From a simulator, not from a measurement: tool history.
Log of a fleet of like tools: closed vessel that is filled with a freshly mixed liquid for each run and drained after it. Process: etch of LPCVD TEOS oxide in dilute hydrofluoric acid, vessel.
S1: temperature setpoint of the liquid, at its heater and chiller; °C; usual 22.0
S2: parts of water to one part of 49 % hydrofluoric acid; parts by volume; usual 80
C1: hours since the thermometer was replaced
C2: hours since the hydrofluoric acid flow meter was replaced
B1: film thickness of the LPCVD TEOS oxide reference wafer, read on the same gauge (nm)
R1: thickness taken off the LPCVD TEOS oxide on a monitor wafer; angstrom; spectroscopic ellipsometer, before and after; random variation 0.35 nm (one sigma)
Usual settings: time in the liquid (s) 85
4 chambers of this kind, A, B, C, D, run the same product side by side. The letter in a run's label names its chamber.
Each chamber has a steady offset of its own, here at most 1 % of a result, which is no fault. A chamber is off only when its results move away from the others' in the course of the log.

run 1D day=0.496 | S1=22.0 S2=80 time_in_the_liquid_(s)=85 | C1=167.1 C2=443.6 | B1=60.000 | R1=494.74
run 2B day=0.796 | S1=22.0 S2=80 time_in_the_liquid_(s)=85 | C1=239.1 C2=1455.7 | B1=60.004 | R1=496.39
run 3C day=1.083 | S1=22.0 S2=80 time_in_the_liquid_(s)=85 | C1=182.5 C2=476.6 | B1=60.007 | R1=491.75
run 4A day=1.579 | S1=22.0 S2=80 time_in_the_liquid_(s)=85 | C1=1138.7 C2=1328.6 | B1=59.985 | R1=495.74
run 5A day=2.121 | S1=20.5 S2=80 time_in_the_liquid_(s)=65 | C1=1151.7 C2=1341.6 | B1=60.021 | R1=355.38
run 6C day=2.500 | S1=20.5 S2=80 time_in_the_liquid_(s)=65 | C1=216.5 C2=510.6 | B1=59.974 | R1=355.97
run 7B day=3.083 | S1=20.5 S2=80 time_in_the_liquid_(s)=65 | C1=294.0 C2=1510.6 | B1=59.973 | R1=352.82
run 8D day=3.571 | S1=20.5 S2=80 time_in_the_liquid_(s)=65 | C1=240.9 C2=517.4 | B1=59.991 | R1=352.06
run 9B day=3.854 | S1=22.0 S2=80 time_in_the_liquid_(s)=85 | C1=312.5 C2=1529.1 | B1=59.977 | R1=499.23
run 10C day=4.325 | S1=22.0 S2=95 time_in_the_liquid_(s)=85 | C1=260.3 C2=554.4 | B1=60.020 | R1=403.73
run 11D day=4.633 | S1=22.0 S2=95 time_in_the_liquid_(s)=85 | C1=266.4 C2=542.9 | B1=59.998 | R1=408.60
run 12A day=4.892 | S1=22.0 S2=95 time_in_the_liquid_(s)=85 | C1=1218.2 C2=1408.1 | B1=60.010 | R1=408.44
run 13D day=5.417 | S1=22.0 S2=95 time_in_the_liquid_(s)=85 | C1=285.2 C2=561.7 | B1=59.999 | R1=409.26
run 14A day=5.688 | S1=25.5 S2=90 time_in_the_liquid_(s)=85 | C1=1237.3 C2=1427.2 | B1=60.013 | R1=496.52
run 15B day=6.175 | S1=25.5 S2=90 time_in_the_liquid_(s)=85 | C1=368.2 C2=1584.8 | B1=59.985 | R1=505.66
run 16C day=6.646 | S1=25.5 S2=90 time_in_the_liquid_(s)=85 | C1=316.0 C2=610.1 | B1=60.005 | R1=496.61
run 17B day=7.004 | S1=25.5 S2=90 time_in_the_liquid_(s)=85 | C1=388.1 C2=1604.7 | B1=60.013 | R1=503.04
run 18C day=7.267 | S1=22.0 S2=80 time_in_the_liquid_(s)=85 | C1=330.9 C2=625.0 | B1=59.999 | R1=492.73
run 19D day=7.646 | S1=22.0 S2=80 time_in_the_liquid_(s)=85 | C1=338.7 C2=615.2 | B1=59.980 | R1=496.68
run 20A day=8.008 | S1=25.5 S2=80 time_in_the_liquid_(s)=85 | C1=1293.0 C2=1482.9 | B1=59.975 | R1=566.94
run 21C day=8.488 | S1=25.5 S2=80 time_in_the_liquid_(s)=85 | C1=360.2 C2=654.3 | B1=59.983 | R1=574.36
run 22B day=8.754 | S1=25.5 S2=80 time_in_the_liquid_(s)=85 | C1=430.1 C2=1646.7 | B1=60.019 | R1=576.20
run 23D day=9.038 | S1=25.5 S2=80 time_in_the_liquid_(s)=85 | C1=372.1 C2=648.6 | B1=59.995 | R1=579.34
run 24A day=9.446 | S1=22.0 S2=80 time_in_the_liquid_(s)=85 | C1=1327.5 C2=1517.4 | B1=59.998 | R1=491.29
run 25D day=9.946 | S1=22.0 S2=80 time_in_the_liquid_(s)=85 | C1=393.9 C2=670.4 | B1=60.002 | R1=503.97
run 26C day=10.233 | S1=22.0 S2=80 time_in_the_liquid_(s)=85 | C1=402.1 C2=696.2 | B1=60.017 | R1=496.47
run 27B day=10.638 | S1=19.5 S2=80 time_in_the_liquid_(s)=85 | C1=475.3 C2=1691.9 | B1=59.999 | R1=444.84
run 28A day=11.083 | S1=19.5 S2=80 time_in_the_liquid_(s)=85 | C1=1366.8 C2=1556.7 | B1=60.016 | R1=448.58
run 29A day=11.342 | S1=19.5 S2=80 time_in_the_liquid_(s)=85 | C1=1373.0 C2=1562.9 | B1=60.000 | R1=442.96
run 30B day=11.800 | S1=19.5 S2=80 time_in_the_liquid_(s)=85 | C1=503.2 C2=1719.8 | B1=59.992 | R1=447.76
run 31D day=12.179 | S1=22.0 S2=80 time_in_the_liquid_(s)=85 | C1=447.5 C2=724.0 | B1=60.008 | R1=507.54
-- day=12.362 chamber C: thermometer replaced
run 32C day=12.771 | S1=22.0 S2=80 time_in_the_liquid_(s)=85 | C1=9.9 C2=757.1 | B1=60.003 | R1=492.25
run 33C day=13.267 | S1=22.0 S2=80 time_in_the_liquid_(s)=85 | C1=21.8 C2=769.0 | B1=59.987 | R1=500.56
run 34D day=13.650 | S1=22.0 S2=80 time_in_the_liquid_(s)=85 | C1=482.8 C2=759.3 | B1=60.003 | R1=509.55
run 35B day=14.133 | S1=22.0 S2=80 time_in_the_liquid_(s)=85 | C1=559.2 C2=1775.8 | B1=59.989 | R1=487.81
run 36A day=14.462 | S1=22.0 S2=80 time_in_the_liquid_(s)=85 | C1=1447.9 C2=1637.8 | B1=60.013 | R1=492.75
-- day=14.754 chamber D: thermometer replaced
run 37C day=14.850 | S1=22.0 S2=80 time_in_the_liquid_(s)=85 | C1=59.8 C2=807.0 | B1=59.998 | R1=493.66
run 38A day=15.429 | S1=22.0 S2=80 time_in_the_liquid_(s)=85 | C1=1471.1 C2=1661.0 | B1=59.987 | R1=499.40
run 39D day=15.825 | S1=22.0 S2=80 time_in_the_liquid_(s)=85 | C1=25.7 C2=811.5 | B1=59.999 | R1=516.12
run 40B day=16.233 | S1=22.0 S2=80 time_in_the_liquid_(s)=85 | C1=609.6 C2=1826.2 | B1=60.004 | R1=497.87

Is one chamber off against the others, does the gauge drift, or is nothing wrong? If a chamber is off, say which, and what the likeliest cause is.

Chamber D drifts away from the others.
Cause: hydrofluoric acid flow above the setpoint (%) = 4.84.

Here are 4 candidates for chamber D's next run, each the usual settings with a change, their results left as question marks. Which one brings its results back in line with what the others give on the usual settings?
In line means no further than this from the other chambers' mean on the usual settings: R1 12.00 angstrom
run 41D-1 day=16.654 | S1=22.5 S2=75 time_in_the_liquid_(s)=85 | R1=?
run 41D-2 day=16.654 | S1=21.5 S2=85 time_in_the_liquid_(s)=85 | R1=?
run 41D-3 day=16.654 | S1=22.0 S2=80 time_in_the_liquid_(s)=90 | R1=?
run 41D-4 day=16.654 | S1=21.0 S2=80 time_in_the_liquid_(s)=85 | R1=?

The other chambers' mean on the usual settings: R1 494.88 angstrom
run=41D-1 R1=568.48
run=41D-2 R1=476.97
run=41D-3 R1=550.20
run=41D-4 R1=498.87
41D-4 brings the chamber back in line.
